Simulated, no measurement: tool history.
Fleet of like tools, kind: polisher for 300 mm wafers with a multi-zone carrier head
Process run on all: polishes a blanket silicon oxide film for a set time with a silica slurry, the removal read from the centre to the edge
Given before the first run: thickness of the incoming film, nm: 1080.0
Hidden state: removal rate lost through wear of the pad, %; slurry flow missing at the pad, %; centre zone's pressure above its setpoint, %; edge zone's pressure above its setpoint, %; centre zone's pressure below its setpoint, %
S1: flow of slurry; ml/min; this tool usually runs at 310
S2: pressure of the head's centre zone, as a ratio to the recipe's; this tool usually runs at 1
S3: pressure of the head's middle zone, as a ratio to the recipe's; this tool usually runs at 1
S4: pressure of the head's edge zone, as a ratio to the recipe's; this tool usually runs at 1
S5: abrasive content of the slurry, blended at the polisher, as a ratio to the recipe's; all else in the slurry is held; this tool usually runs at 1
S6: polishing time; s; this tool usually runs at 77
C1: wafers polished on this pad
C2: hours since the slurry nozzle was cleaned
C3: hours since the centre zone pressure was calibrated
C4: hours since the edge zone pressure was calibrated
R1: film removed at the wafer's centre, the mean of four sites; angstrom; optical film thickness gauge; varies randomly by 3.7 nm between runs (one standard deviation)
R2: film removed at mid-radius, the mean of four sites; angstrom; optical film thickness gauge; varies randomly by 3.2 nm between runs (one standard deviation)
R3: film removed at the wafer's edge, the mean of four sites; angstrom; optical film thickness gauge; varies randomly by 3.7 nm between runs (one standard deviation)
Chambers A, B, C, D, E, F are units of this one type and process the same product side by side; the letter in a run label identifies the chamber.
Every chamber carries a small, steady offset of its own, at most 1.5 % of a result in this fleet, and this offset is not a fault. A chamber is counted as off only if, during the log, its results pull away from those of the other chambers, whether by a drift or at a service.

-- hour=5.1 chamber E: centre zone pressure recalibrated
run 1D hour=6.7 | S1=310 S2=1 S3=1 S4=1 S5=1 S6=77 | C1=785 C2=57.1 C3=491 C4=216.5 | R1=2441.3 R2=2503.6 R3=2475.3
-- hour=7 chamber E: worn pad replaced by a new one
-- hour=11.1 chamber A: worn pad replaced by a new one
run 2E hour=17.4 | S1=310 S2=1 S3=1 S4=1 S5=1 S6=77 | C1=115 C2=278.6 C3=12.3 C4=616.4 | R1=2484.1 R2=2510.1 R3=2494.2
-- hour=19.3 chamber D: worn pad replaced by a new one
run 3C hour=24.8 | S1=310 S2=1 S3=1 S4=1 S5=1 S6=77 | C1=1029 C2=342.9 C3=75.7 C4=474.8 | R1=2423.4 R2=2491.7 R3=2572.8
run 4B hour=32.8 | S1=310 S2=1 S3=1 S4=1 S5=1 S6=77 | C1=538 C2=62.7 C3=504.9 C4=420.9 | R1=2491.4 R2=2531.2 R3=2505
run 5A hour=41.3 | S1=310 S2=1 S3=1 S4=1 S5=1 S6=77 | C1=336 C2=64.5 C3=284.9 C4=590.8 | R1=2447.5 R2=2505.8 R3=2458.7
-- hour=48.5 chamber C: worn pad replaced by a new one
run 6F hour=50.7 | S1=310 S2=1 S3=1 S4=1 S5=1 S6=77 | C1=1215 C2=176.7 C3=312.7 C4=624.9 | R1=2494.4 R2=2507.7 R3=2580.3
run 7E hour=57.7 | S1=310 S2=1 S3=1 S4=1 S5=1 S6=77 | C1=565 C2=318.9 C3=52.6 C4=656.7 | R1=2564.6 R2=2457.4 R3=2505
run 8C hour=65.2 | S1=310 S2=1 S3=1 S4=1 S5=1 S6=77 | C1=186 C2=383.3 C3=116.1 C4=515.2 | R1=2536.2 R2=2500.6 R3=2537.6
-- hour=65.6 chamber B: worn pad replaced by a new one
-- hour=71 chamber F: worn pad replaced by a new one
run 9D hour=71.6 | S1=310 S2=1 S3=1 S4=1 S5=1 S6=77 | C1=583 C2=122 C3=555.9 C4=281.4 | R1=2473.1 R2=2432.3 R3=2523.8
run 10F hour=81.7 | S1=310 S2=1 S3=1 S4=1 S5=1 S6=77 | C1=120 C2=207.7 C3=343.7 C4=655.9 | R1=2465 R2=2546.3 R3=2468.7
-- hour=86.4 chamber A: worn pad replaced by a new one
run 11A hour=91 | S1=310 S2=1 S3=1 S4=1 S5=1 S6=77 | C1=51 C2=114.2 C3=334.6 C4=640.5 | R1=2462.4 R2=2506.9 R3=2483
run 12B hour=97.2 | S1=310 S2=1 S3=1 S4=1 S5=1 S6=77 | C1=352 C2=127.1 C3=569.3 C4=485.3 | R1=2429.1 R2=2497 R3=2448.6
-- hour=105.5 chamber D: worn pad replaced by a new one
run 13A hour=107.3 | S1=310 S2=1 S3=1 S4=1 S5=1 S6=77 | C1=233 C2=130.5 C3=350.9 C4=656.8 | R1=2495.9 R2=2520.7 R3=2494.3
run 14F hour=115.2 | S1=310 S2=1 S3=1 S4=1 S5=1 S6=77 | C1=493 C2=241.2 C3=377.2 C4=689.4 | R1=2537.3 R2=2426.6 R3=2455.8
run 15B hour=124.9 | S1=310 S2=1 S3=1 S4=1 S5=1 S6=77 | C1=661 C2=154.8 C3=597 C4=513 | R1=2545.4 R2=2495.5 R3=2471
-- hour=127.6 chamber E: worn pad replaced by a new one
run 16E hour=134.3 | S1=310 S2=1 S3=1 S4=1 S5=1 S6=77 | C1=74 C2=395.5 C3=129.2 C4=733.3 | R1=2514.4 R2=2547.9 R3=2453.5
run 17C hour=139.3 | S1=310 S2=1 S3=1 S4=1 S5=1 S6=77 | C1=1012 C2=457.4 C3=190.2 C4=589.3 | R1=2464.9 R2=2524 R3=2523.6
-- hour=146.7 chamber B: worn pad replaced by a new one
run 18D hour=149.1 | S1=310 S2=1.1 S3=1 S4=1 S5=0.7 S6=77 | C1=486 C2=199.5 C3=633.4 C4=358.9 | R1=2281.9 R2=2139.5 R3=2049.2
run 19C hour=155.9 | S1=310 S2=1.1 S3=1 S4=1 S5=0.7 S6=77 | C1=1197 C2=474 C3=206.8 C4=605.9 | R1=2326.3 R2=2066.7 R3=2060.9
-- hour=161.8 chamber A: worn pad replaced by a new one
run 20A hour=163.2 | S1=310 S2=1.1 S3=1 S4=1 S5=0.7 S6=77 | C1=15 C2=186.4 C3=406.8 C4=712.7 | R1=2306.4 R2=2072 R3=2061.2
-- hour=165.3 chamber C: worn pad replaced by a new one
run 21F hour=169.2 | S1=310 S2=1.1 S3=1 S4=1 S5=0.7 S6=77 | C1=1095 C2=295.2 C3=431.2 C4=743.4 | R1=2298 R2=2038.9 R3=2011.1
run 22B hour=177.3 | S1=310 S2=1.1 S3=1 S4=1 S5=0.7 S6=77 | C1=341 C2=207.2 C3=649.4 C4=565.4 | R1=2296.7 R2=2046.2 R3=2129.1
run 23E hour=187.8 | S1=310 S2=1.1 S3=1 S4=1 S5=0.7 S6=77 | C1=670 C2=449 C3=182.7 C4=786.8 | R1=2296.4 R2=2072.8 R3=2123.9
-- hour=190.4 chamber F: worn pad replaced by a new one
run 24D hour=192.7 | S1=310 S2=1 S3=1 S4=1 S5=1 S6=77 | C1=972 C2=243.1 C3=677 C4=402.5 | R1=2435.1 R2=2429.3 R3=2509.7
-- hour=196.5 chamber B: slurry nozzle cleaned
-- hour=198.3 chamber D: worn pad replaced by a new one
-- hour=199.1 chamber A: centre zone pressure recalibrated
run 25F hour=201.5 | S1=310 S2=1 S3=1 S4=1 S5=1 S6=77 | C1=124 C2=327.5 C3=463.5 C4=775.7 | R1=2438.7 R2=2446.1 R3=2476.8
run 26A hour=209.6 | S1=310 S2=1 S3=1 S4=1 S5=1 S6=77 | C1=532 C2=232.8 C3=10.5 C4=759.1 | R1=2438.4 R2=2505 R3=2448.9
-- hour=219.1 chamber B: worn pad replaced by a new one
run 27C hour=219.8 | S1=310 S2=1 S3=1 S4=1 S5=1 S6=77 | C1=608 C2=537.9 C3=270.7 C4=669.8 | R1=2481 R2=2509.5 R3=2557.2
-- hour=224.1 chamber E: worn pad replaced by a new one
-- hour=224.2 chamber F: centre zone pressure recalibrated
run 28E hour=230 | S1=310 S2=1 S3=1 S4=1 S5=0.9 S6=77 | C1=66 C2=491.2 C3=224.9 C4=829 | R1=2371.8 R2=2387.9 R3=2316.5
-- hour=231.3 chamber A: worn pad replaced by a new one
run 29B hour=239.7 | S1=310 S2=1 S3=1 S4=1 S5=0.9 S6=77 | C1=230 C2=43.3 C3=711.8 C4=627.8 | R1=2387.6 R2=2387 R3=2393.8
run 30D hour=249.4 | S1=310 S2=1 S3=1 S4=1 S5=0.9 S6=77 | C1=570 C2=299.8 C3=733.7 C4=459.2 | R1=2370.3 R2=2378 R3=2366
run 31B hour=256.5 | S1=310 S2=1 S3=1 S4=1 S5=0.9 S6=77 | C1=417 C2=60.1 C3=728.6 C4=644.6 | R1=2324.6 R2=2356.2 R3=2400.8
run 32A hour=267 | S1=310 S2=1 S3=1 S4=1 S5=0.9 S6=77 | C1=398 C2=290.2 C3=67.9 C4=816.5 | R1=2375.5 R2=2345.4 R3=2338.2
run 33D hour=276.1 | S1=310 S2=1 S3=1 S4=1 S5=0.9 S6=77 | C1=868 C2=326.5 C3=760.4 C4=485.9 | R1=2361.7 R2=2347 R3=2315
-- hour=277.6 chamber E: centre zone pressure recalibrated
run 34C hour=283.8 | S1=310 S2=1 S3=1 S4=1 S5=1 S6=77 | C1=1321 C2=601.9 C3=334.7 C4=733.8 | R1=2468.1 R2=2521.1 R3=2474.4
run 35E hour=289.1 | S1=310 S2=1 S3=1 S4=1 S5=1 S6=77 | C1=724 C2=550.3 C3=11.5 C4=888.1 | R1=2511 R2=2460.5 R3=2450.7
run 36F hour=296.1 | S1=310 S2=1 S3=1 S4=1 S5=1 S6=77 | C1=1178 C2=422.1 C3=72 C4=870.3 | R1=2489.9 R2=2477.5 R3=2440.2

The same settings go to every chamber for the next run, one line per chamber below. Forecast the results for each:
run 37A hour=303.8 | S1=310 S2=1.1 S3=1 S4=1 S5=1 S6=77 | R1=? R2=? R3=?
run 37B hour=303.8 | S1=310 S2=1.1 S3=1 S4=1 S5=1 S6=77 | R1=? R2=? R3=?
run 37C hour=303.8 | S1=310 S2=1.1 S3=1 S4=1 S5=1 S6=77 | R1=? R2=? R3=?
run 37D hour=303.8 | S1=310 S2=1.1 S3=1 S4=1 S5=1 S6=77 | R1=? R2=? R3=?
run 37E hour=303.8 | S1=310 S2=1.1 S3=1 S4=1 S5=1 S6=77 | R1=? R2=? R3=?
run 37F hour=303.8 | S1=310 S2=1.1 S3=1 S4=1 S5=1 S6=77 | R1=? R2=? R3=?

run=37A R1=2761.8 R2=2535.5 R3=2544.3
run=37B R1=2826.7 R2=2461.8 R3=2556.2
run=37C R1=2780.1 R2=2507.9 R3=2489.1
run=37D R1=2752.2 R2=2443.6 R3=2462.9
run=37E R1=2814.9 R2=2477.5 R3=2485.9
run=37F R1=2766.1 R2=2469.7 R3=2509.1

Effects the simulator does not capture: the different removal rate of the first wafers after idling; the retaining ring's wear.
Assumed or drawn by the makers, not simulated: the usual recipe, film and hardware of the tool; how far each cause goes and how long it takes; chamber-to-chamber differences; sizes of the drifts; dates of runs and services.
